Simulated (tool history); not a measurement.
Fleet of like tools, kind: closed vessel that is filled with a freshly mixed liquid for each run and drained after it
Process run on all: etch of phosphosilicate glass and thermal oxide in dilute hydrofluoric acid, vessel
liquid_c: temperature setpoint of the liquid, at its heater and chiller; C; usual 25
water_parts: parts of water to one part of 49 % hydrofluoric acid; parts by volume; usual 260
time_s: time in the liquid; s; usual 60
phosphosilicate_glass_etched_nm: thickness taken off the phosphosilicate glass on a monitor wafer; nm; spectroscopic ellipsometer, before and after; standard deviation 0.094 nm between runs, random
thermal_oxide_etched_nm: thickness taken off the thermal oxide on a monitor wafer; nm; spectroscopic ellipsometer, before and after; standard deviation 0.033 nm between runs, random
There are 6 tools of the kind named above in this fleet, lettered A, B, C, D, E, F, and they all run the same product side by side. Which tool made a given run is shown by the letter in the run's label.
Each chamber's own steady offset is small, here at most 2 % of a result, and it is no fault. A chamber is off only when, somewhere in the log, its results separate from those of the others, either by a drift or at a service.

run,hour,liquid_c,water_parts,time_s,hours since the thermometer was replaced,hours since the hydrofluoric acid flow meter was replaced,"read-back film thickness of the phosphosilicate glass reference wafer, read on the same gauge (nm)","read-back film thickness of the thermal oxide reference wafer, read on the same gauge (nm)",phosphosilicate_glass_etched_nm,thermal_oxide_etched_nm
1D,7.6,25,260,60,764.2,1238.7,99.994,80.002,31.201,0.98507
2E,19.3,25,260,60,261.9,730.8,99.979,79.976,30.997,0.9183
3A,25.5,25,260,60,1155.2,780.7,100.02,79.997,31.018,0.94788
4C,34.4,25,260,60,262.3,791.3,99.984,80.016,31.299,0.91575
# hour 39.8: chamber D: hydrofluoric acid flow meter replaced
5F,40.7,25,260,85,819.7,432.3,100.03,79.989,43.67,1.1941
6B,53.9,25,260,85,1262.4,522.7,100.03,79.974,44.573,1.361
7B,60.4,25,260,85,1268.9,529.2,99.973,79.982,44.609,1.2783
8F,71.4,25,260,85,850.4,463,100,80.003,43.862,1.3577
9D,81,25,260,85,837.6,41.2,100.02,80.021,44.04,1.3383
10E,94.5,25,260,85,337.1,806,99.98,79.997,44.093,1.3146
# hour 97.1: chamber B: hydrofluoric acid flow meter replaced
11A,100.4,25,260,60,1230.1,855.6,100.03,80.008,31.121,0.99151
12C,111.3,25,260,60,339.2,868.2,99.98,79.982,31.28,0.96706
13B,118.5,25,260,60,1327,21.4,100.04,80.003,31.335,0.95152
14D,128.9,25,350,60,885.5,89.1,99.993,79.992,21.284,0.60422
15F,134.8,25,350,60,913.8,526.4,99.997,80.001,20.97,0.60685
16A,145.8,25,350,60,1275.5,901,99.996,80.009,21.174,0.67736
17E,152.3,25,350,60,394.9,863.8,100.01,79.985,21.032,0.62597
18C,159.2,25,350,60,387.1,916.1,100.02,79.996,21.127,0.6782
19F,169.4,25,350,60,948.4,561,99.993,79.989,20.88,0.64352
20E,181.4,25,260,60,424,892.9,99.976,80.002,30.979,0.95576
21D,189,25,260,90,945.6,149.2,100,80.018,46.867,1.3851
22B,197.1,25,260,90,1405.6,100,99.973,79.988,47.271,1.3296
23A,203.6,25,260,90,1333.3,958.8,99.992,80.029,46.446,1.381
# hour 211: chamber A: thermometer replaced
24C,217.2,25,260,90,445.1,974.1,99.985,80.001,47.194,1.38
25E,226,25,260,90,468.6,937.5,100,79.991,46.213,1.4008
26F,238.3,25,260,90,1017.3,629.9,99.984,79.959,46.271,1.4852
# hour 247.3: chamber A: hydrofluoric acid flow meter replaced
27A,247.4,25,185,45,36.4,0.1,99.993,79.992,35.395,1.0482
28B,259.5,25,185,45,1468,162.4,100.03,79.99,36.189,1.0972
29D,269.7,25,185,45,1026.3,229.9,100,79.993,35.331,1.0334
# hour 277.6: chamber B: thermometer replaced
30C,282.6,25,185,45,510.5,1039.5,100.02,79.998,36.033,1.1122
31B,290.6,25,185,45,13,193.5,100.01,79.997,36.064,1.1763
32D,302.1,25,185,45,1058.7,262.3,100.01,79.99,35.107,1.0584
33E,313.2,25,260,60,555.8,1024.7,100.02,80.004,31.069,0.97603
34C,326.5,25,260,60,554.4,1083.4,100.01,80.021,31.675,0.95579
35F,338.9,25,260,60,1117.9,730.5,99.991,80.002,30.91,0.91945
36A,349.9,25,260,60,138.9,102.6,99.99,80.02,31.15,0.96884
37D,363.2,25,260,60,1119.8,323.4,99.992,80,31.067,0.93048
38A,370.8,25,260,60,159.8,123.5,99.967,79.998,30.98,0.92571
39E,377.7,25,260,60,620.3,1089.2,100.03,80.006,30.901,0.95427
40B,386.5,25,260,60,108.9,289.4,99.983,80.006,31.436,0.94873
41F,399,25,260,60,1178,790.6,100.01,79.991,30.866,0.96701

Is one chamber off against the others, does the gauge drift, or is nothing wrong? If a chamber is off, say which, and what the likeliest cause is.

Chamber C drifts away from the others.
Likeliest cause: hydrofluoric acid flow above the setpoint (%) = 1.75.
From this log alone, it may not be told apart from: liquid hotter than its thermometer reads (K).

Which of the 4 candidates below, each the usual settings with something changed and its results left as question marks, puts chamber C back in line with what the other chambers give on the usual settings?
In line means no further than this from the other chambers' mean on the usual settings: phosphosilicate_glass_etched_nm 0.33 nm; thermal_oxide_etched_nm 0.12 nm
42C-1,408.9,25,255,60,,,,,?,?
42C-2,408.9,25,265,60,,,,,?,?
42C-3,408.9,25,270,60,,,,,?,?
42C-4,408.9,25,250,60,,,,,?,?

Other chambers, usual settings, mean: phosphosilicate_glass_etched_nm 31.081 nm; thermal_oxide_etched_nm 0.93976 nm
run,phosphosilicate_glass_etched_nm,thermal_oxide_etched_nm
42C-1,32.701,0.99143
42C-2,31.137,0.94401
42C-3,30.401,0.9217
42C-4,33.531,1.0166
It is 42C-2 that realigns the chamber with its peers.
